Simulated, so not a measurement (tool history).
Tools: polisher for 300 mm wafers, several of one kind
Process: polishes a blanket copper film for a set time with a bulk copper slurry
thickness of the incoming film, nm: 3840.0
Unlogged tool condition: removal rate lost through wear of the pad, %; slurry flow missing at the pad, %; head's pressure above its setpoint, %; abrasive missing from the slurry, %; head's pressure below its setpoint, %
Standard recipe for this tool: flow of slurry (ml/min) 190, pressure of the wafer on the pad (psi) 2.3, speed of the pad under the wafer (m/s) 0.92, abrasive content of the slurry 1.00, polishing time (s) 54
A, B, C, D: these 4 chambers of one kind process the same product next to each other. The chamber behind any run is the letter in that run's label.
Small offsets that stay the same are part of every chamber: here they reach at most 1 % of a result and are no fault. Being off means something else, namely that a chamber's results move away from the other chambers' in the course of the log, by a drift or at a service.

run   hour  flow of slurry (ml/min)  pressure of the wafer on the pad (psi)  speed of the pad under the wafer (m/s)  abrasive content of the slurry  polishing time (s)  wafers polished on this pad  hours since the slurry nozzle was cleaned  hours since the head pressure was calibrated  hours since the slurry blender was calibrated  film removed (nm)
 1D    7.3                      190                                     2.3                                    0.92                            1.00                  54                          561                                      380.2                                         120.0                                          258.3             432.26
 2C   17.6                      190                                     2.3                                    0.92                            1.00                  54                          360                                      214.6                                         410.9                                          110.5             421.95
      24.5  -- chamber B: slurry nozzle cleaned
 3A   25.0                      190                                     2.3                                    0.92                            1.00                  54                          946                                      132.4                                         413.5                                          192.2             417.47
 4B   32.1                      190                                     2.3                                    0.92                            1.00                  54                          440                                        7.6                                         353.0                                          112.2             426.65
 5A   42.8                      190                                     2.3                                    0.64                            1.00                  54                         1099                                      150.2                                         431.3                                          210.0             293.58
 6C   50.2                      190                                     2.3                                    0.64                            1.00                  54                          641                                      247.2                                         443.5                                          143.1             286.16
 7D   57.2                      190                                     2.3                                    0.64                            1.00                  54                          991                                      430.1                                         169.9                                          308.2             298.42
      60.7  -- chamber A: worn pad replaced by a new one
 8B   63.4                      190                                     2.3                                    0.64                            1.00                  54                          710                                       38.9                                         384.3                                          143.5             295.18
 9B   71.9                      190                                     2.3                                    0.92                            1.00                  54                          783                                       47.4                                         392.8                                          152.0             425.13
      80.9  -- chamber D: worn pad replaced by a new one
10A   82.1                      190                                     2.3                                    0.92                            1.00                  54                          185                                      189.5                                         470.6                                          249.3             422.96
11D   87.8                      190                                     2.3                                    0.92                            1.00                  54                           59                                      460.7                                         200.5                                          338.8             421.08
      88.4  -- chamber B: head pressure recalibrated
12C   93.1                      190                                     2.3                                    0.92                            1.00                  54                         1011                                      290.1                                         486.4                                          186.0             417.79
      98.5  -- chamber A: slurry blender recalibrated
13C  101.7                      190                                     2.3                                    0.92                            1.00                  54                         1085                                      298.7                                         495.0                                          194.6             421.18
     105.8  -- chamber D: slurry blender recalibrated
     107.5  -- chamber B: worn pad replaced by a new one
14D  108.1                      190                                     2.3                                    0.92                            1.00                  54                          234                                      481.0                                         220.8                                            2.4             422.86
15A  114.9                      190                                     2.3                                    0.92                            1.00                  54                          467                                      222.3                                         503.4                                           16.4             422.18
16B  120.9                      190                                     2.3                                    0.92                            1.00                  54                          115                                       96.4                                          32.6                                          201.0             378.67
17A  130.0                      190                                     2.3                                    0.92                            1.00                  54                          598                                      237.4                                         518.5                                           31.5             417.12
18D  136.1                      190                                     2.3                                    0.92                            1.00                  54                          475                                      509.0                                         248.8                                           30.4             422.62
19B  143.8                      190                                     2.3                                    0.92                            1.00                  54                          312                                      119.3                                          55.5                                          223.9             379.89
     152.6  -- chamber C: worn pad replaced by a new one
20C  153.8                      190                                     2.3                                    0.92                            1.00                  54                           11                                      350.8                                         547.1                                          246.7             424.15
21D  163.8                      190                                     2.3                                    0.92                            1.00                  54                          714                                      536.7                                         276.5                                           58.1             421.92
22B  168.7                      190                                     2.3                                    0.92                            1.00                  54                          527                                      144.2                                          80.4                                          248.8             370.51
23C  176.3                      190                                     2.3                                    0.92                            1.00                  54                          205                                      373.3                                         569.6                                          269.2             425.16
24A  185.5                      190                                     2.9                                    0.92                            0.85                  54                         1076                                      292.9                                         574.0                                           87.0             510.57
25A  192.6                      190                                     2.9                                    0.92                            0.85                  54                         1137                                      300.0                                         581.1                                           94.1             507.61
26C  198.3                      190                                     2.9                                    0.92                            0.85                  54                          394                                      395.3                                         591.6                                          291.2             511.53
27B  205.1                      190                                     2.9                                    0.92                            0.85                  54                          841                                      180.6                                         116.8                                          285.2             462.24
28D  212.5                      190                                     2.3                                    0.92                            1.00                  54                         1134                                      585.4                                         325.2                                          106.8             428.13
     214.7  -- chamber B: worn pad replaced by a new one
29C  219.4                      190                                     2.3                                    0.92                            1.00                  54                          576                                      416.4                                         612.7                                          312.3             412.95
30B  227.5                      190                                     2.3                                    0.92                            1.00                  54                          110                                      203.0                                         139.2                                          307.6             378.18
     231.6  -- chamber D: worn pad replaced by a new one
31D  233.3                      190                                     2.3                                    0.92                            1.00                  54                           14                                      606.2                                         346.0                                          127.6             420.21

Each of the 4 chambers runs these same settings next. Fill in every chamber's results:
32A  241.1                      190                                     2.3                                    0.92                            1.00                  63                                                                                                                                                                                       ?
32B  241.1                      190                                     2.3                                    0.92                            1.00                  63                                                                                                                                                                                       ?
32C  241.1                      190                                     2.3                                    0.92                            1.00                  63                                                                                                                                                                                       ?
32D  241.1                      190                                     2.3                                    0.92                            1.00                  63                                                                                                                                                                                       ?

run  film removed (nm)
32A             481.26
32B             444.37
32C             490.62
32D             495.89

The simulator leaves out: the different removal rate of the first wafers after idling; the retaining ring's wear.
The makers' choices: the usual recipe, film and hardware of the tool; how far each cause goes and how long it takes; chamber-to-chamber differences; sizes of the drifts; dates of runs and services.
